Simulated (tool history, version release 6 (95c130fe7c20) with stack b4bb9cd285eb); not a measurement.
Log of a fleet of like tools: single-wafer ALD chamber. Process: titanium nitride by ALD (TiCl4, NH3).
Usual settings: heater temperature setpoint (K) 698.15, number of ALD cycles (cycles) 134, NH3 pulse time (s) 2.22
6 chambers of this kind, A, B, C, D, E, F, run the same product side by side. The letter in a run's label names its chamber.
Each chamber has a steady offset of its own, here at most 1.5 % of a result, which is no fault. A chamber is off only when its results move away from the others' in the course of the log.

run	hour	heater temperature setpoint (K)	number of ALD cycles (cycles)	NH3 pulse time (s)	hours since the last thermocouple change	read-back reference wafer on the same gauge, thickness_nm	mean film thickness on the monitor wafer (nm)
1A	7.2	698.15	134	2.22	332.9	3.3088	2.9522
2B	13.3	698.15	134	2.22	17.0	3.3100	3.0204
3D	17.2	698.15	134	2.22	383.8	3.3082	3.0181
4E	21.5	698.15	134	2.22	797.8	3.3076	3.0068
5F	25.6	704.15	134	2.51	716.1	3.3062	2.9916
6C	32.5	704.15	134	2.51	337.8	3.3078	2.9958
7F	39.8	704.15	134	2.51	730.3	3.3065	2.9962
8B	44.6	704.15	134	2.51	48.3	3.3055	3.0167
9A	48.1	704.15	134	2.51	373.8	3.3052	2.9653
10C	51.3	704.15	134	2.51	356.6	3.3059	2.9979
11E	54.7	698.15	134	2.22	831.0	3.3044	3.0055
12D	58.2	698.15	134	2.22	424.8	3.3045	3.0129
13A	61.6	698.15	134	2.22	387.3	3.3033	2.9550
14E	68.2	698.15	134	2.22	844.5	3.3030	3.0049
15B	73.6	698.15	134	2.22	77.3	3.3020	3.0041
16D	78.3	698.15	134	2.22	444.9	3.3019	3.0141
17F	85.3	698.15	134	2.22	775.8	3.3022	2.9820
18C	91.1	705.15	134	2.61	396.4	3.3004	3.0047
19D	96.5	705.15	134	2.61	463.1	3.3014	3.0222
20B	103.7	705.15	134	2.61	107.4	3.3001	3.0206
21E	107.4	705.15	134	2.61	883.7	3.2986	3.0110
22C	112.2	705.15	134	2.61	417.5	3.2990	2.9895
23A	117.1	705.15	134	2.61	442.8	3.2985	2.9629
24F	122.6	698.15	134	2.22	813.1	3.2973	2.9781
25A	127.2	698.15	134	2.22	452.9	3.2965	2.9384
26F	131.4	698.15	134	2.22	821.9	3.2967	2.9862
27E	138.6	698.15	134	2.22	914.9	3.2963	2.9957
28D	145.8	698.15	134	2.22	512.4	3.2949	3.0121
29C	152.0	698.15	134	2.22	457.3	3.2954	2.9862
30B	155.6	698.15	134	2.22	159.3	3.2943	2.9939
31B	161.2	698.15	134	2.22	164.9	3.2941	3.0033
32C	168.6	698.15	134	2.22	473.9	3.2942	2.9841
33F	172.2	698.15	134	2.22	862.7	3.2919	2.9838
34A	179.3	698.15	134	2.22	505.0	3.2920	2.9495
35D	183.0	691.15	152	2.22	549.6	3.2903	3.4083
36E	187.9	691.15	152	2.22	964.2	3.2906	3.3844
37B	193.8	691.15	152	2.22	197.5	3.2910	3.3857
38C	197.3	691.15	152	2.22	502.6	3.2905	3.3672
39E	201.4	691.15	152	2.22	977.7	3.2895	3.3859
40F	208.0	691.15	152	2.22	898.5	3.2894	3.3688
41A	214.5	698.15	134	2.22	540.2	3.2896	2.9374

Is one chamber off against the others, does the gauge drift, or is nothing wrong? If a chamber is off, say which, and what the likeliest cause is.

The gauge drifts, so all chambers seem to drift together. No chamber is off.
Cause: gauge reads low (%) = 0.665.
